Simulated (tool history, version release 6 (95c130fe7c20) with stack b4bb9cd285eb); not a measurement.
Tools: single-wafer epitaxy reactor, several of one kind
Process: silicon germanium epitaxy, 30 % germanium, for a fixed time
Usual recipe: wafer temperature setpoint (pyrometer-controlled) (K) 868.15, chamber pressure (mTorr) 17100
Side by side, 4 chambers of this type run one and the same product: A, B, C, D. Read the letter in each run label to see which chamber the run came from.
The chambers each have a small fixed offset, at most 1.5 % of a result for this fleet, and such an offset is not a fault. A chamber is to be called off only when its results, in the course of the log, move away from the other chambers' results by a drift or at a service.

run   hour  wafer temperature setpoint (pyrometer-controlled) (K)  chamber pressure (mTorr)  read-back reference wafer on the same gauge, thickness_nm  mean film thickness on the monitor wafer (angstrom)
 1B    4.6                                                 868.15                     17100                                                     46.412                                               505.49
 2A    8.2                                                 868.15                     17100                                                     46.404                                               513.44
 3D   12.2                                                 868.15                     17100                                                     46.419                                               507.83
 4C   14.9                                                 868.15                     17100                                                      46.42                                               510.35
 5C   19.1                                                 879.15                     13900                                                     46.456                                               571.53
 6A   21.7                                                 879.15                     13900                                                     46.445                                               577.12
 7B   25.9                                                 879.15                     13900                                                     46.435                                               570.78
 8D   30.2                                                 879.15                     13900                                                     46.458                                               572.05
 9C   32.3                                                 868.15                     17100                                                      46.45                                               509.87
10A   35.3                                                 868.15                     19700                                                      46.44                                               542.04
11D   37.4                                                 868.15                     19700                                                     46.475                                               540.56
      37.6  -- chamber C: capacitance manometer re-zeroed and calibrated
12B   40.5                                                 868.15                     19700                                                     46.462                                               534.55
13A   43.3                                                 868.15                     19700                                                      46.47                                               543.38
14D   47.1                                                 868.15                     17100                                                     46.479                                               511.21
15C   51.3                                                 868.15                     17100                                                     46.475                                               510.27
16B   55.6                                                 868.15                     17100                                                     46.515                                               507.93
17D   59.6                                                 868.15                     17100                                                     46.519                                               510.24
18B   63.2                                                 868.15                     17100                                                     46.519                                               509.05
19A   67.3                                                 868.15                     17100                                                     46.517                                               514.26
20C   71.2                                                 862.15                     17100                                                     46.532                                               457.31
21C   75.5                                                 862.15                     17100                                                      46.54                                               457.73
22D   78.7                                                 862.15                     17100                                                     46.543                                                457.4
23A   81.7                                                 862.15                     17100                                                     46.558                                               460.89
24B   84.6                                                 868.15                     17100                                                     46.551                                               507.08
25D   87.9                                                 868.15                     17100                                                     46.562                                               510.53
26C   92.4                                                 868.15                     17100                                                     46.591                                               510.57
27B   95.1                                                 868.15                     17100                                                     46.597                                               506.64
28A   99.2                                                 868.15                     17100                                                     46.594                                                513.6
29C  103.2                                                 868.15                     17100                                                     46.596                                               511.35
30D  106.4                                                 868.15                     17100                                                     46.599                                               512.17
31A  109.3                                                 868.15                     17100                                                     46.606                                               514.59
32B  111.8                                                 862.15                     18700                                                     46.599                                               470.07
33B  113.9                                                 862.15                     18700                                                      46.61                                               470.02
34C    116                                                 862.15                     18700                                                     46.606                                               476.18
35D  119.1                                                 862.15                     18700                                                     46.621                                               475.35
     119.2  -- chamber B: capacitance manometer re-zeroed and calibrated
36A  123.9                                                 868.15                     17100                                                     46.632                                               515.25
37D  126.4                                                 868.15                     17100                                                     46.641                                               510.82
38C  130.7                                                 868.15                     17100                                                     46.643                                               512.57
39B  135.3                                                 868.15                     17100                                                     46.661                                               508.59
40A  138.8                                                 868.15                     17100                                                     46.663                                               516.34
41C  141.7                                                 868.15                     17100                                                     46.652                                               512.79
42D  144.4                                                 868.15                     17100                                                     46.641                                               512.61
43A  148.5                                                 868.15                     17100                                                     46.669                                               515.45
44B  151.6                                                 868.15                     17100                                                     46.675                                               508.76

All 4 chambers run these settings next. Forecast each chamber's results:
45A  155.1                                                 868.15                     17100                                                                                                               ?
45B  155.1                                                 868.15                     17100                                                                                                               ?
45C  155.1                                                 868.15                     17100                                                                                                               ?
45D  155.1                                                 868.15                     17100                                                                                                               ?

run  mean film thickness on the monitor wafer (angstrom)
45A                                               515.51
45B                                                509.6
45C                                                512.3
45D                                               513.04

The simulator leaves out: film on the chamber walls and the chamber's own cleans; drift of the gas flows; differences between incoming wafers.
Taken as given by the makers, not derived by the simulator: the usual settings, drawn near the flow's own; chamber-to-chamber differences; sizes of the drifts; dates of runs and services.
